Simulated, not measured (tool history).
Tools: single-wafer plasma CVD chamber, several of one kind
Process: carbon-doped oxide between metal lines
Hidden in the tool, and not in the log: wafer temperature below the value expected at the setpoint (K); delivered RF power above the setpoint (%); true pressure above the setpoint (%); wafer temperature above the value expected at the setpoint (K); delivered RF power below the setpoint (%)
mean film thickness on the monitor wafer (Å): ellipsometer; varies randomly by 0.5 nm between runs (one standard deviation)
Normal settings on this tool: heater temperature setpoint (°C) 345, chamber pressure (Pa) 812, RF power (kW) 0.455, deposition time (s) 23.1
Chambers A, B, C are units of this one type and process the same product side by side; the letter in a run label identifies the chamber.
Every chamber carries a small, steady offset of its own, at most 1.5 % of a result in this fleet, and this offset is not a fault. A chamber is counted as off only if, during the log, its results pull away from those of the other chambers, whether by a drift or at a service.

run,hour,heater temperature setpoint (°C),chamber pressure (Pa),RF power (kW),deposition time (s),hours since the last thermocouple change,hours since the last RF generator calibration,hours since the last manometer calibration,"read-back reference wafer on the same gauge, thickness_nm",mean film thickness on the monitor wafer (Å)
1B,3,345,812,0.455,23.1,311.5,296.4,554.2,96.936,1166.1
2A,8.1,345,812,0.455,23.1,349.1,1222,449.8,96.986,1175.1
3C,12.2,345,812,0.455,23.1,222.2,612.5,1004.5,96.99,1166.9
4B,18.7,345,812,0.455,23.1,327.2,312.1,569.9,96.951,1152
5C,23.8,345,812,0.455,23.1,233.8,624.1,1016.1,96.972,1166.9
6A,28.1,345,812,0.455,23.1,369.1,1242,469.8,96.953,1161.9
7B,32.5,345,812,0.455,23.1,341,325.9,583.7,96.994,1152.3
8C,38.1,345,812,0.455,23.1,248.1,638.4,1030.4,97.013,1170.6
9A,44.7,345,812,0.455,23.1,385.7,1258.6,486.4,96.984,1156.7
10C,48.8,345,812,0.455,23.1,258.8,649.1,1041.1,97.063,1172.5
11B,55.3,345,812,0.52,25.6,363.8,348.7,606.5,96.941,1403.1
12A,60.1,345,812,0.52,25.6,401.1,1274,501.8,96.955,1401.7
13C,65.7,345,812,0.52,25.6,275.7,666,1058,97.031,1412.3
14B,70.9,341,812,0.455,27.1,379.4,364.3,622.1,97.065,1374.9
15A,74.9,341,812,0.455,27.1,415.9,1288.8,516.6,96.942,1377.6
16A,78.1,341,812,0.455,27.1,419.1,1292,519.8,96.995,1369.1
17C,84.7,345,812,0.455,23.1,294.7,685,1077,97.033,1159.1
18B,91,345,812,0.455,23.1,399.5,384.4,642.2,96.945,1157.6
19C,94.4,345,812,0.455,23.1,304.4,694.7,1086.7,96.929,1159.2
20A,100.9,345,711,0.455,25.7,441.9,1314.8,542.6,97.054,1269.1
21B,104.2,345,711,0.455,25.7,412.7,397.6,655.4,96.996,1265.9
22B,108.1,345,711,0.455,25.7,416.6,401.5,659.3,96.996,1272.3
23C,111.6,345,812,0.455,23.1,321.6,711.9,1103.9,97.005,1143.8
24A,114.8,345,812,0.455,23.1,455.8,1328.7,556.5,97.034,1166.7
25B,120.3,345,812,0.455,19.6,428.8,413.7,671.5,96.998,985.34
26A,125.6,345,812,0.455,19.6,466.6,1339.5,567.3,97.127,1002.1
27C,130,345,812,0.455,19.6,340,730.3,1122.3,97.05,975.46
28A,133.2,345,812,0.455,23.1,474.2,1347.1,574.9,96.985,1165.5
29C,137,345,812,0.455,23.1,347,737.3,1129.3,96.963,1134
30B,140.1,345,812,0.455,23.1,448.6,433.5,691.3,96.97,1160.9
31B,143.5,345,812,0.455,23.1,452,436.9,694.7,97.026,1166.6
32A,148.6,345,812,0.455,23.1,489.6,1362.5,590.3,97.039,1161.3
33C,152.6,345,812,0.455,23.1,362.6,752.9,1144.9,96.884,1129.9
34B,158.8,345,812,0.455,23.1,467.3,452.2,710,97.015,1151.9
35C,162.4,356,812,0.455,20.6,372.4,762.7,1154.7,97.019,971.95
36A,167.9,356,812,0.455,20.6,508.9,1381.8,609.6,96.916,1008.1
37A,172.1,356,812,0.455,20.6,513.1,1386,613.8,96.987,1007.5
38C,176.5,345,812,0.455,23.1,386.5,776.8,1168.8,97.022,1118.3
39B,180.3,345,812,0.455,23.1,488.8,473.7,731.5,97.021,1156.8
40C,185.9,345,812,0.455,23.1,395.9,786.2,1178.2,97.139,1113.3
41B,192.6,354,812,0.455,25,501.1,486,743.8,97.04,1221.7
42A,199,354,812,0.455,25,540,1412.9,640.7,96.97,1224.3

One chamber off, gauge drift, or nothing amiss beyond the chambers' own small offsets? If it is a chamber, which one, and what is the likeliest cause?

It is chamber C that slowly wanders off from its peers.
Most likely cause: delivered RF power below the setpoint (%) = 8.04.

Below are 4 candidate recipes for chamber C's next run, each the usual settings with a change, their results shown as question marks. Which of them brings C's results back in line with what the other chambers give on the usual settings?
In line here means within this much of the mean the other chambers give on the usual settings: mean film thickness on the monitor wafer (Å) 18
43C-1,203.9,345,812,0.455,25.5,,,,,?
43C-2,203.9,345,803,0.435,21.6,,,,,?
43C-3,203.9,344,816,0.465,23.9,,,,,?
43C-4,203.9,345,800,0.425,23.1,,,,,?

The other chambers' mean on the usual settings: mean film thickness on the monitor wafer (Å) 1162.1
run,mean film thickness on the monitor wafer (Å)
43C-1,1214.4
43C-2,996.15
43C-3,1162.2
43C-4,1045.4
The right change is 43C-3: it brings the chamber back within the allowed miss of the others.

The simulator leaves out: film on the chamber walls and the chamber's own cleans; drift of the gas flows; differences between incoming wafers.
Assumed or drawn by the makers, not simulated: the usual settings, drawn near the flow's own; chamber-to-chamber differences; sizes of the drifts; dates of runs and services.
